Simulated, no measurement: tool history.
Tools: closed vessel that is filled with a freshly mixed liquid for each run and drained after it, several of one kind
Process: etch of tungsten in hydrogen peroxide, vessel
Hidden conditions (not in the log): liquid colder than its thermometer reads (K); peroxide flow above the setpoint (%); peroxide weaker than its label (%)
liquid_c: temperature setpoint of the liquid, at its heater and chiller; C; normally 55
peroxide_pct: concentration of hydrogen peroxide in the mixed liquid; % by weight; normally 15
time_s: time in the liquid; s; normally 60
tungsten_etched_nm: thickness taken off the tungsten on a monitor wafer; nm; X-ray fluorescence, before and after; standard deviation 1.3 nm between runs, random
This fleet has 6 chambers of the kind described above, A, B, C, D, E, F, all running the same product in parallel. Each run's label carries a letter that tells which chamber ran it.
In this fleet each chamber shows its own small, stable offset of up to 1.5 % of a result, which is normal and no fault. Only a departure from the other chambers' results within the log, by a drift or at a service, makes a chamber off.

run	hour	liquid_c	peroxide_pct	time_s	hours since the thermometer was replaced	hours since the peroxide flow meter was replaced	hours since the drum of peroxide was connected	read-back film thickness of the tungsten reference wafer, read on the same gauge (nm)	tungsten_etched_nm
1F	9.6	55	15	60	494.8	266.7	596.3	50.001	196.96
2C	16.7	55	15	60	864.4	365.8	569.1	50.022	196.82
3D	23.8	55	15	60	1477.3	1476	389.9	50.019	198.49
4B	31.5	55	15	60	1141.3	133.2	641.4	50.014	196.86
5A	38.3	55	15	60	167.8	612.7	823.4	50.006	200.49
6E	48.6	55	15	60	151.6	67.1	240.3	49.992	194.6
7C	58.7	50.5	15	35	906.4	407.8	611.1	50.027	87.794
8A	69.7	50.5	15	35	199.2	644.1	854.8	50.003	88.427
9E	80.4	50.5	15	35	183.4	98.9	272.1	50.007	86.24
10B	90.7	50.5	15	35	1200.5	192.4	700.6	50.005	88.996
# hour 96.7: chamber B: thermometer replaced
11F	100.9	50.5	15	35	586.1	358	687.6	49.988	87.013
12D	109.3	50.5	15	35	1562.8	1561.5	475.4	49.988	88.212
13E	117.2	55	15	60	220.2	135.7	308.9	50	197.71
14B	125.5	52	17	60	28.9	227.2	735.4	50.004	175.05
# hour 126.5: chamber D: new drum of peroxide connected
15C	130.5	52	17	60	978.2	479.6	682.9	49.983	175.05
16A	135.9	52	17	60	265.4	710.3	921	50.01	175.91
17F	141.9	52	17	60	627.1	399	728.6	50.007	175.02
18D	151.2	52	17	60	1604.7	1603.4	24.7	50.008	174.02
# hour 154.9: chamber D: peroxide flow meter replaced
19A	156.9	52	17	60	286.4	731.3	942	50.021	175.28
20D	166.5	60.5	15	60	1620	11.7	40	49.992	271.35
21B	171.7	60.5	15	60	75.1	273.4	781.6	50.01	273.2
22F	182	60.5	15	60	667.2	439.1	768.7	50.002	273.28
# hour 186.8: chamber F: thermometer replaced
23E	188.6	60.5	15	60	291.6	207.1	380.3	50.007	270.71
24C	196.4	60.5	15	60	1044.1	545.5	748.8	49.954	275.72
25C	203.2	60.5	15	60	1050.9	552.3	755.6	50.024	272.33
26B	212.7	45.5	15	60	116.1	314.4	822.6	50.001	112.11
27D	222.5	45.5	15	60	1676	67.7	96	50.004	110.63
28A	230.6	45.5	15	60	360.1	805	1015.7	50.011	111.86
29E	236.8	45.5	15	60	339.8	255.3	428.5	49.994	108.47
30F	242.7	45.5	15	60	56	499.8	829.4	50.006	109.28
31C	251.5	45.5	15	60	1099.2	600.6	803.9	50.003	110.82
32A	259.4	55	15	60	388.9	833.8	1044.5	50.023	196.71
# hour 264.6: chamber C: peroxide flow meter replaced
33B	269	58.5	12	60	172.4	370.7	878.9	49.961	218.34
34F	278.8	58.5	12	60	92.1	535.9	865.5	49.97	216.5
35D	283.9	58.5	12	60	1737.4	129.1	157.4	49.992	217.11
36E	292.5	58.5	12	60	395.5	311	484.2	50.019	217.18
37D	299.2	58.5	12	60	1752.7	144.4	172.7	49.997	217.44
38A	307.6	58.5	12	60	437.1	882	1092.7	50.016	216.88
39C	316.5	63	15	40	1164.2	51.9	868.9	50.009	207.91
40B	321.7	63	15	40	225.1	423.4	931.6	49.998	209.81
41E	329.9	63	15	40	432.9	348.4	521.6	50	210.74

Does one chamber stand apart from the rest, does the shared gauge drift, or is all well apart from small per-chamber offsets? Give the chamber and the most likely cause, where there is one.

The fleet is healthy, with each chamber sitting at its usual small offset and no drift in the gauge.

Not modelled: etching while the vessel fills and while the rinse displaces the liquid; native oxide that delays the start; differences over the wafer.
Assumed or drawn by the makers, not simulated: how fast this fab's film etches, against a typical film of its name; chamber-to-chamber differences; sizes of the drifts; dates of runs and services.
